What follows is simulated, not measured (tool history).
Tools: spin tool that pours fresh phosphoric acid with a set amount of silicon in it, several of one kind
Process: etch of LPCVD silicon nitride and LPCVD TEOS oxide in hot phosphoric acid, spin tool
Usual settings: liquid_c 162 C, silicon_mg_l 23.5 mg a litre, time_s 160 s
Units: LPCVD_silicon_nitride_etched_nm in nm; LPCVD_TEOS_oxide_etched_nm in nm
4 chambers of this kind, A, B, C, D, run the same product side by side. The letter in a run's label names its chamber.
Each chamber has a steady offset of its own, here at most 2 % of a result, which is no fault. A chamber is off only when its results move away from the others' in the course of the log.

run,hour,liquid_c,silicon_mg_l,time_s,hours since the thermometer was replaced,hours since the dissolved silicon flow meter was replaced,hours since the heated supply line was repaired,"read-back film thickness of the LPCVD silicon nitride reference wafer, read on the same gauge (nm)","read-back film thickness of the LPCVD TEOS oxide reference wafer, read on the same gauge (nm)",LPCVD_silicon_nitride_etched_nm,LPCVD_TEOS_oxide_etched_nm
1C,9.2,162,23.5,160,512.8,570,379.2,70.015,40.003,17.19,0.34084
2D,17.7,162,23.5,160,731,350.1,167.2,70,39.951,17.484,0.33647
3A,29.8,162,23.5,160,228.4,1847,2912,69.999,40.004,17.567,0.32644
4B,39.2,162,23.5,160,919.1,1986.2,566.4,69.975,39.973,17.669,0.33636
5A,48.6,162,23.5,160,247.2,1865.8,2930.8,70.017,39.999,17.461,0.31243
6B,58.2,162,23.5,160,938.1,2005.2,585.4,70.012,39.958,17.588,0.337
7D,70.5,162,23.5,160,783.8,402.9,220,70.019,40.036,17.476,0.33483
8C,83.9,162,23.5,160,587.5,644.7,453.9,69.993,39.997,17.198,0.33855
9C,91.3,159.5,23.5,160,594.9,652.1,461.3,69.992,39.973,15.845,0.25456
10A,100.9,159.5,23.5,160,299.5,1918.1,2983.1,69.993,40.004,16.147,0.28053
11D,116.1,159.5,23.5,160,829.4,448.5,265.6,69.99,40.044,15.966,0.27093
12B,124.4,159.5,23.5,160,1004.3,2071.4,651.6,69.974,39.968,16.153,0.25537
13A,133,162,23.5,160,331.6,1950.2,3015.2,70.003,40.023,17.387,0.30564
14D,144,164.5,23.5,160,857.3,476.4,293.5,70.005,39.979,19.131,0.40983
15C,151.9,164.5,23.5,160,655.5,712.7,521.9,69.999,39.953,18.61,0.34878
16B,163.5,164.5,23.5,160,1043.4,2110.5,690.7,70.006,39.943,19.024,0.41601
17B,172.2,164.5,23.5,160,1052.1,2119.2,699.4,70.025,39.969,19.063,0.42883
18A,181.4,164,11,160,380,1998.6,3063.6,69.992,39.969,18.633,0.47053
19D,193.6,164,11,160,906.9,526,343.1,70.03,40.024,18.678,0.51727
20C,207.2,164,11,160,710.8,768,577.2,70.005,39.992,18.337,0.54663
21B,220.2,164,11,160,1100.1,2167.2,747.4,70.008,40.037,18.747,0.5675
22C,230.8,162,23.5,160,734.4,791.6,600.8,69.997,39.993,17.255,0.33291
# hour 231.2: chamber D: dissolved silicon flow meter replaced
23A,243.6,162,23.5,160,442.2,2060.8,3125.8,69.995,39.976,17.535,0.31489
24D,258.9,162,23.5,160,972.2,27.7,408.4,70.01,39.97,17.449,0.36073
25B,274.1,162,23.5,125,1154,2221.1,801.3,70.022,40.007,13.715,0.21567
26C,284.9,162,23.5,125,788.5,845.7,654.9,70.003,39.977,13.409,0.24415
27D,299.3,162,23.5,125,1012.6,68.1,448.8,69.982,39.977,13.609,0.25819
28A,309.9,162,23.5,125,508.5,2127.1,3192.1,70.006,40.008,13.583,0.25668

All 4 chambers run these settings next. Forecast each chamber's results:
29A,321.1,162,23.5,160,,,,,,?,?
29B,321.1,162,23.5,160,,,,,,?,?
29C,321.1,162,23.5,160,,,,,,?,?
29D,321.1,162,23.5,160,,,,,,?,?

run,LPCVD_silicon_nitride_etched_nm,LPCVD_TEOS_oxide_etched_nm
29A,17.425,0.3009
29B,17.636,0.29134
29C,17.122,0.36349
29D,17.518,0.32406
